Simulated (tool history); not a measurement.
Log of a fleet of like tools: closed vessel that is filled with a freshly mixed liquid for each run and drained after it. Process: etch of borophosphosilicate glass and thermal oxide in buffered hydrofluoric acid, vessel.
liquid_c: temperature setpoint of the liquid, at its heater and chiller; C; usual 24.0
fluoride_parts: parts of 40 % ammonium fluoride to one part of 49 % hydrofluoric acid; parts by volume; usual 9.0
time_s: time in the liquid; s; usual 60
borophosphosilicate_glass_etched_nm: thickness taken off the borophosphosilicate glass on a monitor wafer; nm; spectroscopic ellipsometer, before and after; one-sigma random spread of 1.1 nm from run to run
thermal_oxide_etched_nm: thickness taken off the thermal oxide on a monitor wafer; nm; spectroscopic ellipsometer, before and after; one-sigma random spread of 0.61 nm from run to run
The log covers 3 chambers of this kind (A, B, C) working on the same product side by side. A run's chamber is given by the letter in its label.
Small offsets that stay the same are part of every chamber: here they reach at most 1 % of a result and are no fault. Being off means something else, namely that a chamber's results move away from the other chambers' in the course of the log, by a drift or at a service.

run	hour	liquid_c	fluoride_parts	time_s	hours since the thermometer was replaced	hours since the hydrofluoric acid flow meter was replaced	read-back film thickness of the borophosphosilicate glass reference wafer, read on the same gauge (nm)	read-back film thickness of the thermal oxide reference wafer, read on the same gauge (nm)	borophosphosilicate_glass_etched_nm	thermal_oxide_etched_nm
1B	12.1	24.0	9.0	60	2281.5	818.2	139.98	50.021	144.360	72.002
2A	20.4	24.0	9.0	60	1857.2	404.5	140.00	50.007	148.690	73.406
3C	33.5	24.0	9.0	60	687.4	1214.1	139.99	49.999	147.190	72.065
4C	41.4	24.0	9.0	60	695.3	1222.0	140.01	49.997	145.860	70.715
5B	53.2	24.0	9.0	60	2322.6	859.3	140.02	49.999	146.030	71.165
# hour 62.8: chamber C: thermometer replaced
6A	68.4	24.0	9.0	35	1905.2	452.5	140.04	49.979	85.387	41.673
7A	81.7	24.0	9.0	35	1918.5	465.8	139.99	49.985	85.319	41.998
8C	90.3	24.0	9.0	35	27.6	1270.9	139.99	50.024	85.211	41.558
9B	103.4	24.0	9.0	60	2372.8	909.5	140.00	50.001	144.030	69.471
# hour 113.4: chamber C: hydrofluoric acid flow meter replaced
10B	117.6	24.0	9.0	60	2387.0	923.7	140.01	50.000	143.090	70.786
11C	131.6	24.0	9.0	60	68.9	18.2	140.00	50.026	147.980	72.499
12A	145.5	24.0	9.0	60	1982.3	529.6	140.03	50.008	147.550	71.925
13B	159.8	24.0	9.0	60	2429.2	965.9	140.00	50.015	141.450	70.354
14C	171.4	24.0	9.0	60	108.7	58.0	139.99	50.005	144.940	72.148
# hour 180.5: chamber B: thermometer replaced
15A	186.6	24.0	9.0	60	2023.4	570.7	140.03	50.006	147.580	72.022
16B	197.8	24.0	9.0	60	17.3	1003.9	140.01	50.003	140.680	68.454
17A	207.5	28.0	9.0	60	2044.3	591.6	139.97	50.004	181.210	90.236
18C	220.6	28.0	9.0	60	157.9	107.2	140.03	50.009	184.380	90.657
19B	234.9	28.0	9.0	60	54.4	1041.0	140.01	50.001	171.010	86.148
20A	244.0	24.0	9.0	60	2080.8	628.1	140.00	50.001	146.060	71.851
21C	254.6	24.0	9.0	60	191.9	141.2	139.98	49.993	147.520	72.094
22C	267.0	25.5	9.0	60	204.3	153.6	140.02	50.000	159.490	77.316
23A	277.9	25.5	9.0	60	2114.7	662.0	140.02	49.996	157.330	77.734
24B	288.7	25.5	9.0	60	108.2	1094.8	140.00	50.010	150.240	74.463
25C	302.8	24.0	12.5	30	240.1	189.4	139.99	50.015	54.739	27.020
# hour 312.3: chamber A: thermometer replaced
26A	314.2	24.0	12.5	30	1.9	698.3	140.00	49.989	55.464	26.856
27B	322.5	24.0	12.5	30	142.0	1128.6	140.00	50.019	50.413	25.171
28B	336.5	24.0	9.0	60	156.0	1142.6	140.01	49.993	139.120	67.285
29A	351.9	24.0	9.0	60	39.6	736.0	139.99	50.009	147.450	71.608
30C	362.8	20.0	9.0	60	300.1	249.4	139.99	49.994	117.260	57.352

Next, all 3 chambers run the settings below, one line each with question marks for the results. What does each chamber give?
31A	374.0	24.0	9.0	40					?	?
31B	374.0	24.0	9.0	40					?	?
31C	374.0	24.0	9.0	40					?	?

run	borophosphosilicate_glass_etched_nm	thermal_oxide_etched_nm
31A	97.787	47.912
31B	90.906	44.872
31C	97.570	47.470

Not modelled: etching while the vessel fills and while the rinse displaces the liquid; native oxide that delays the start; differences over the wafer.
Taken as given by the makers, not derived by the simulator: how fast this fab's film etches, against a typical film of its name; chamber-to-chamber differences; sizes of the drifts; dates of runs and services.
